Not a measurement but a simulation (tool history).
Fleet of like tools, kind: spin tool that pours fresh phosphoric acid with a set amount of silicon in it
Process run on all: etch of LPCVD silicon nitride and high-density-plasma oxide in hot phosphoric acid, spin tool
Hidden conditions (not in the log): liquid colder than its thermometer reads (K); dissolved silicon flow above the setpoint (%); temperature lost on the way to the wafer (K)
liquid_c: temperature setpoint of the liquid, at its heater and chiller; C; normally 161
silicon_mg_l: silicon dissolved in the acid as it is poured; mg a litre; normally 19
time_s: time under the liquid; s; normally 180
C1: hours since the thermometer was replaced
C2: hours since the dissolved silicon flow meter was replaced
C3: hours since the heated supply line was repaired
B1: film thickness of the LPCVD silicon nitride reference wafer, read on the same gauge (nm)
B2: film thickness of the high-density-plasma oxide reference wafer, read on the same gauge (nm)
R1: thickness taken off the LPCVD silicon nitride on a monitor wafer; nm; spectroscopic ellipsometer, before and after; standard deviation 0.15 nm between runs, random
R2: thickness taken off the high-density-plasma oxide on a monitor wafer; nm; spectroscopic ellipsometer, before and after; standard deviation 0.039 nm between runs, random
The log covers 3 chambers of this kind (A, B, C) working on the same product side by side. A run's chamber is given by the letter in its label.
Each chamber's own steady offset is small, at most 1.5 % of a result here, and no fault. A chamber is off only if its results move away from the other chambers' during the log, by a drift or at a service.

{"run": "1C", "hour": 4.0, "liquid_c": 161, "silicon_mg_l": 19, "time_s": 180, "C1": 1398.3, "C2": 517.1, "C3": 390.5, "B1": 149.95, "B2": 99.961, "R1": 16.862, "R2": 0.60701}
{"run": "2B", "hour": 11.4, "liquid_c": 161, "silicon_mg_l": 19, "time_s": 180, "C1": 1190.2, "C2": 373.7, "C3": 1818.2, "B1": 149.95, "B2": 100.01, "R1": 16.672, "R2": 0.77297}
{"run": "3A", "hour": 16.5, "liquid_c": 161, "silicon_mg_l": 19, "time_s": 180, "C1": 1146.5, "C2": 1224.8, "C3": 899.9, "B1": 149.97, "B2": 100.01, "R1": 16.701, "R2": 0.67316}
{"run": "4B", "hour": 20.0, "liquid_c": 161, "silicon_mg_l": 19, "time_s": 180, "C1": 1198.8, "C2": 382.3, "C3": 1826.8, "B1": 149.99, "B2": 100.01, "R1": 16.895, "R2": 0.68331}
{"run": "5A", "hour": 23.8, "liquid_c": 163.5, "silicon_mg_l": 8.5, "time_s": 180, "C1": 1153.8, "C2": 1232.1, "C3": 907.2, "B1": 150.06, "B2": 100.03, "R1": 18.473, "R2": 1.1889}
{"run": "6C", "hour": 28.9, "liquid_c": 163.5, "silicon_mg_l": 8.5, "time_s": 180, "C1": 1423.2, "C2": 542, "C3": 415.4, "B1": 150, "B2": 99.998, "R1": 18.361, "R2": 1.17}
{"run": "7A", "hour": 35.4, "liquid_c": 163.5, "silicon_mg_l": 8.5, "time_s": 180, "C1": 1165.4, "C2": 1243.7, "C3": 918.8, "B1": 149.96, "B2": 100.01, "R1": 18.305, "R2": 1.154}
{"run": "8C", "hour": 41.2, "liquid_c": 161, "silicon_mg_l": 19, "time_s": 180, "C1": 1435.5, "C2": 554.3, "C3": 427.7, "B1": 149.95, "B2": 99.973, "R1": 16.87, "R2": 0.69028}
{"hour": 43.6, "done": "chamber A: heated supply line repaired"}
{"run": "9B", "hour": 48.6, "liquid_c": 161, "silicon_mg_l": 19, "time_s": 180, "C1": 1227.4, "C2": 410.9, "C3": 1855.4, "B1": 150.06, "B2": 100.03, "R1": 16.797, "R2": 0.65923}
{"run": "10B", "hour": 55.4, "liquid_c": 161, "silicon_mg_l": 19, "time_s": 180, "C1": 1234.2, "C2": 417.7, "C3": 1862.2, "B1": 149.95, "B2": 100.02, "R1": 16.925, "R2": 0.74577}
{"run": "11C", "hour": 59.6, "liquid_c": 161, "silicon_mg_l": 19, "time_s": 180, "C1": 1453.9, "C2": 572.7, "C3": 446.1, "B1": 150.03, "B2": 100.02, "R1": 16.47, "R2": 0.67882}
{"run": "12A", "hour": 67.0, "liquid_c": 161, "silicon_mg_l": 19, "time_s": 180, "C1": 1197, "C2": 1275.3, "C3": 23.5, "B1": 150, "B2": 99.992, "R1": 16.821, "R2": 0.67793}
{"hour": 70.1, "done": "chamber C: dissolved silicon flow meter replaced"}
{"run": "13A", "hour": 74.7, "liquid_c": 161, "silicon_mg_l": 28.5, "time_s": 180, "C1": 1204.7, "C2": 1283, "C3": 31.2, "B1": 150, "B2": 99.976, "R1": 16.824, "R2": 0.52478}
{"run": "14B", "hour": 82.1, "liquid_c": 161, "silicon_mg_l": 28.5, "time_s": 180, "C1": 1260.9, "C2": 444.4, "C3": 1888.9, "B1": 150.04, "B2": 99.998, "R1": 16.856, "R2": 0.53076}
{"run": "15C", "hour": 88.6, "liquid_c": 161, "silicon_mg_l": 28.5, "time_s": 180, "C1": 1482.9, "C2": 18.6, "C3": 475.1, "B1": 149.97, "B2": 99.967, "R1": 16.791, "R2": 0.53194}
{"run": "16B", "hour": 94.8, "liquid_c": 161, "silicon_mg_l": 19, "time_s": 180, "C1": 1273.6, "C2": 457.1, "C3": 1901.6, "B1": 150, "B2": 100.02, "R1": 16.937, "R2": 0.68794}
{"run": "17A", "hour": 100.0, "liquid_c": 159, "silicon_mg_l": 19, "time_s": 180, "C1": 1230, "C2": 1308.3, "C3": 56.5, "B1": 149.97, "B2": 99.985, "R1": 15.989, "R2": 0.64554}
{"run": "18C", "hour": 107.0, "liquid_c": 159, "silicon_mg_l": 19, "time_s": 180, "C1": 1501.3, "C2": 37, "C3": 493.5, "B1": 150.01, "B2": 99.999, "R1": 15.615, "R2": 0.65987}
{"run": "19A", "hour": 112.7, "liquid_c": 159, "silicon_mg_l": 19, "time_s": 180, "C1": 1242.7, "C2": 1321, "C3": 69.2, "B1": 149.97, "B2": 99.996, "R1": 15.913, "R2": 0.65335}
{"run": "20B", "hour": 116.5, "liquid_c": 161, "silicon_mg_l": 19, "time_s": 180, "C1": 1295.3, "C2": 478.8, "C3": 1923.3, "B1": 149.98, "B2": 100.01, "R1": 17.067, "R2": 0.74808}
{"run": "21C", "hour": 120.9, "liquid_c": 161, "silicon_mg_l": 19, "time_s": 180, "C1": 1515.2, "C2": 50.9, "C3": 507.4, "B1": 150.02, "B2": 99.973, "R1": 16.806, "R2": 0.7614}
{"run": "22C", "hour": 126.7, "liquid_c": 161, "silicon_mg_l": 19, "time_s": 180, "C1": 1521, "C2": 56.7, "C3": 513.2, "B1": 149.98, "B2": 99.961, "R1": 17.024, "R2": 0.7688}
{"run": "23B", "hour": 131.6, "liquid_c": 160, "silicon_mg_l": 14, "time_s": 180, "C1": 1310.4, "C2": 493.9, "C3": 1938.4, "B1": 150, "B2": 99.997, "R1": 16.433, "R2": 0.74371}
{"run": "24A", "hour": 136.0, "liquid_c": 160, "silicon_mg_l": 14, "time_s": 180, "C1": 1266, "C2": 1344.3, "C3": 92.5, "B1": 149.98, "B2": 100.04, "R1": 16.226, "R2": 0.67789}
{"run": "25C", "hour": 141.2, "liquid_c": 160, "silicon_mg_l": 14, "time_s": 180, "C1": 1535.5, "C2": 71.2, "C3": 527.7, "B1": 150, "B2": 100.03, "R1": 16.014, "R2": 0.79961}
{"run": "26B", "hour": 145.6, "liquid_c": 161, "silicon_mg_l": 19, "time_s": 180, "C1": 1324.4, "C2": 507.9, "C3": 1952.4, "B1": 150.03, "B2": 100.03, "R1": 16.778, "R2": 0.68759}
{"run": "27A", "hour": 149.8, "liquid_c": 161, "silicon_mg_l": 19, "time_s": 180, "C1": 1279.8, "C2": 1358.1, "C3": 106.3, "B1": 149.97, "B2": 100.02, "R1": 16.757, "R2": 0.72143}
{"run": "28A", "hour": 154.4, "liquid_c": 161, "silicon_mg_l": 19, "time_s": 180, "C1": 1284.4, "C2": 1362.7, "C3": 110.9, "B1": 150, "B2": 99.943, "R1": 16.964, "R2": 0.72584}
{"run": "29B", "hour": 161.2, "liquid_c": 161, "silicon_mg_l": 19, "time_s": 180, "C1": 1340, "C2": 523.5, "C3": 1968, "B1": 150.06, "B2": 99.996, "R1": 17.139, "R2": 0.75771}
{"run": "30C", "hour": 168.2, "liquid_c": 161, "silicon_mg_l": 19, "time_s": 180, "C1": 1562.5, "C2": 98.2, "C3": 554.7, "B1": 149.99, "B2": 100.02, "R1": 16.59, "R2": 0.74869}
{"run": "31A", "hour": 174.8, "liquid_c": 161, "silicon_mg_l": 19, "time_s": 180, "C1": 1304.8, "C2": 1383.1, "C3": 131.3, "B1": 150.03, "B2": 99.99, "R1": 16.84, "R2": 0.63354}
{"run": "32B", "hour": 179.0, "liquid_c": 161, "silicon_mg_l": 19, "time_s": 180, "C1": 1357.8, "C2": 541.3, "C3": 1985.8, "B1": 149.96, "B2": 100.04, "R1": 17.004, "R2": 0.70797}
{"run": "33C", "hour": 183.2, "liquid_c": 161, "silicon_mg_l": 19, "time_s": 180, "C1": 1577.5, "C2": 113.2, "C3": 569.7, "B1": 150.01, "B2": 100.03, "R1": 16.541, "R2": 0.72766}
{"run": "34B", "hour": 189.4, "liquid_c": 161, "silicon_mg_l": 19, "time_s": 180, "C1": 1368.2, "C2": 551.7, "C3": 1996.2, "B1": 149.97, "B2": 99.962, "R1": 16.925, "R2": 0.65033}
{"run": "35A", "hour": 194.5, "liquid_c": 161, "silicon_mg_l": 26, "time_s": 270, "C1": 1324.5, "C2": 1402.8, "C3": 151, "B1": 150.03, "B2": 99.992, "R1": 25.41, "R2": 0.86885}
{"run": "36C", "hour": 198.5, "liquid_c": 161, "silicon_mg_l": 26, "time_s": 270, "C1": 1592.8, "C2": 128.5, "C3": 585, "B1": 150.02, "B2": 99.99, "R1": 25.354, "R2": 0.78845}
{"run": "37C", "hour": 203.4, "liquid_c": 161, "silicon_mg_l": 26, "time_s": 270, "C1": 1597.7, "C2": 133.4, "C3": 589.9, "B1": 149.99, "B2": 99.997, "R1": 25.561, "R2": 0.84581}

Read the log: is a single chamber off, either drifting away or since a service, is the gauge that measures every chamber drifting, or is nothing wrong beyond small per-chamber offsets? Name any odd chamber and what most likely caused it.

Nothing is wrong: each chamber keeps only its own small, steady offset and the gauge holds still.
